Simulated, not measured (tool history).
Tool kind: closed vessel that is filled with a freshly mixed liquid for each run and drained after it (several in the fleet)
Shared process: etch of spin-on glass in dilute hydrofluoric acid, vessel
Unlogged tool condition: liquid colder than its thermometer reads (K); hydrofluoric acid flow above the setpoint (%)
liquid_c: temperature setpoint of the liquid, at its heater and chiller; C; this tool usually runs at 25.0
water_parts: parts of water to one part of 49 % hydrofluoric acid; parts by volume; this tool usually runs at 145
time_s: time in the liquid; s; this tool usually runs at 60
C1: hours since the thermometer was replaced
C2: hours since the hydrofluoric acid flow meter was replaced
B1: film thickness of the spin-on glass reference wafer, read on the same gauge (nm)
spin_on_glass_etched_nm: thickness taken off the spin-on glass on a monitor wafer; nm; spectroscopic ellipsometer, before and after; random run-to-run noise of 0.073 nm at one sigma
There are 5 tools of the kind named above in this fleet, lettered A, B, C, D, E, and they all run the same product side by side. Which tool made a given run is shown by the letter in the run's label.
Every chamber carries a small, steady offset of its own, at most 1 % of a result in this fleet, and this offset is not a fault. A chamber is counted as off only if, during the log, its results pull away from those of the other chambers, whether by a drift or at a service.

Run 1D, day 0.275: usual settings; C1 308.0; C2 38.7; B1 69.984. Result: spin_on_glass_etched_nm 17.579 nm.
Run 2A, day 0.617: usual settings; C1 2093.9; C2 460.5; B1 70.003. Result: spin_on_glass_etched_nm 17.663 nm.
Run 3B, day 0.904: usual settings; C1 536.5; C2 920.9; B1 69.980. Result: spin_on_glass_etched_nm 17.443 nm.
Run 4C, day 1.246: usual settings; C1 649.9; C2 42.9; B1 70.015. Result: spin_on_glass_etched_nm 17.373 nm.
Run 5E, day 1.575: usual settings; C1 796.2; C2 252.9; B1 69.988. Result: spin_on_glass_etched_nm 17.269 nm.
Run 6B, day 1.888: usual settings but water_parts 80 parts by volume, time_s 90 s; C1 560.1; C2 944.5; B1 69.991. Result: spin_on_glass_etched_nm 50.916 nm.
Run 7C, day 2.179: usual settings but water_parts 80 parts by volume, time_s 90 s; C1 672.3; C2 65.3; B1 69.978. Result: spin_on_glass_etched_nm 50.446 nm.
Run 8A, day 2.567: usual settings but water_parts 80 parts by volume, time_s 90 s; C1 2140.7; C2 507.3; B1 69.998. Result: spin_on_glass_etched_nm 52.964 nm.
Run 9D, day 2.967: usual settings but water_parts 80 parts by volume, time_s 90 s; C1 372.6; C2 103.3; B1 70.008. Result: spin_on_glass_etched_nm 51.879 nm.
Run 10E, day 3.300: usual settings but water_parts 80 parts by volume, time_s 90 s; C1 837.6; C2 294.3; B1 69.995. Result: spin_on_glass_etched_nm 51.345 nm.
Run 11B, day 3.600: usual settings; C1 601.2; C2 985.6; B1 69.983. Result: spin_on_glass_etched_nm 17.381 nm.
Run 12D, day 3.917: usual settings; C1 395.4; C2 126.1; B1 69.985. Result: spin_on_glass_etched_nm 17.625 nm.
Run 13A, day 4.196: usual settings; C1 2179.8; C2 546.4; B1 70.020. Result: spin_on_glass_etched_nm 17.740 nm.
Run 14C, day 4.438: usual settings; C1 726.5; C2 119.5; B1 69.982. Result: spin_on_glass_etched_nm 17.172 nm.
Run 15E, day 4.825: usual settings; C1 874.2; C2 330.9; B1 70.005. Result: spin_on_glass_etched_nm 17.394 nm.
Run 16D, day 5.029: usual settings; C1 422.1; C2 152.8; B1 69.984. Result: spin_on_glass_etched_nm 17.470 nm.
Run 17B, day 5.396: usual settings; C1 644.3; C2 1028.7; B1 69.988. Result: spin_on_glass_etched_nm 17.469 nm.
Run 18E, day 5.738: usual settings; C1 896.1; C2 352.8; B1 70.018. Result: spin_on_glass_etched_nm 17.427 nm.
Run 19C, day 6.083: usual settings; C1 766.0; C2 159.0; B1 70.016. Result: spin_on_glass_etched_nm 17.250 nm.
Run 20A, day 6.417: usual settings; C1 2233.1; C2 599.7; B1 70.010. Result: spin_on_glass_etched_nm 17.563 nm.
Run 21B, day 6.812: usual settings; C1 678.3; C2 1062.7; B1 70.001. Result: spin_on_glass_etched_nm 17.463 nm.
Run 22E, day 7.196: usual settings; C1 931.1; C2 387.8; B1 70.001. Result: spin_on_glass_etched_nm 17.499 nm.
Run 23D, day 7.533: usual settings; C1 482.2; C2 212.9; B1 70.005. Result: spin_on_glass_etched_nm 17.584 nm.
Run 24A, day 7.712: usual settings; C1 2264.2; C2 630.8; B1 69.976. Result: spin_on_glass_etched_nm 17.718 nm.
Run 25C, day 7.921: usual settings; C1 810.1; C2 203.1; B1 70.004. Result: spin_on_glass_etched_nm 17.275 nm.
At day 7.933: chamber A: thermometer replaced.
Run 26D, day 8.146: usual settings; C1 496.9; C2 227.6; B1 70.008. Result: spin_on_glass_etched_nm 17.416 nm.
Run 27C, day 8.475: usual settings but liquid_c 23.0 C; C1 823.4; C2 216.4; B1 70.004. Result: spin_on_glass_etched_nm 16.068 nm.
Run 28B, day 8.688: usual settings but liquid_c 23.0 C; C1 723.3; C2 1107.7; B1 69.986. Result: spin_on_glass_etched_nm 16.129 nm.
At day 8.712: chamber B: hydrofluoric acid flow meter replaced.
Run 29E, day 9.021: usual settings but liquid_c 23.0 C; C1 974.9; C2 431.6; B1 70.007. Result: spin_on_glass_etched_nm 16.120 nm.
Run 30A, day 9.412: usual settings but liquid_c 23.0 C; C1 35.5; C2 671.6; B1 69.988. Result: spin_on_glass_etched_nm 16.354 nm.
Run 31E, day 9.650: usual settings but liquid_c 23.0 C; C1 990.0; C2 446.7; B1 70.015. Result: spin_on_glass_etched_nm 16.210 nm.
Run 32C, day 9.958: usual settings; C1 859.0; C2 252.0; B1 69.988. Result: spin_on_glass_etched_nm 17.370 nm.
Run 33B, day 10.296: usual settings; C1 761.9; C2 38.0; B1 70.014. Result: spin_on_glass_etched_nm 17.381 nm.
Run 34A, day 10.550: usual settings; C1 62.8; C2 698.9; B1 70.011. Result: spin_on_glass_etched_nm 17.579 nm.
Run 35D, day 10.771: usual settings; C1 559.9; C2 290.6; B1 69.982. Result: spin_on_glass_etched_nm 17.558 nm.
Run 36B, day 10.975: usual settings; C1 778.2; C2 54.3; B1 69.995. Result: spin_on_glass_etched_nm 17.422 nm.
Run 37C, day 11.288: usual settings; C1 890.9; C2 283.9; B1 69.990. Result: spin_on_glass_etched_nm 17.309 nm.
Run 38A, day 11.638: usual settings; C1 88.9; C2 725.0; B1 69.967. Result: spin_on_glass_etched_nm 17.588 nm.
Run 39E, day 11.925: usual settings; C1 1044.6; C2 501.3; B1 69.994. Result: spin_on_glass_etched_nm 17.456 nm.
Run 40D, day 12.254: usual settings; C1 595.5; C2 326.2; B1 70.014. Result: spin_on_glass_etched_nm 17.519 nm.
Run 41E, day 12.450: usual settings but liquid_c 29.5 C; C1 1057.2; C2 513.9; B1 69.993. Result: spin_on_glass_etched_nm 20.634 nm.
Run 42B, day 12.625: usual settings but liquid_c 29.5 C; C1 817.8; C2 93.9; B1 70.007. Result: spin_on_glass_etched_nm 20.704 nm.
Run 43A, day 12.871: usual settings but liquid_c 29.5 C; C1 118.5; C2 754.6; B1 69.980. Result: spin_on_glass_etched_nm 20.782 nm.
Run 44C, day 13.196: usual settings but liquid_c 29.5 C; C1 936.7; C2 329.7; B1 70.020. Result: spin_on_glass_etched_nm 20.414 nm.

All 5 chambers run these settings next. Forecast each chamber's results:
Run 45A, day 13.483: usual settings. Result: spin_on_glass_etched_nm ?.
Run 45B, day 13.483: usual settings. Result: spin_on_glass_etched_nm ?.
Run 45C, day 13.483: usual settings. Result: spin_on_glass_etched_nm ?.
Run 45D, day 13.483: usual settings. Result: spin_on_glass_etched_nm ?.
Run 45E, day 13.483: usual settings. Result: spin_on_glass_etched_nm ?.

run  spin_on_glass_etched_nm
45A                   17.687
45B                   17.273
45C                   17.448
45D                   17.531
45E                   17.415
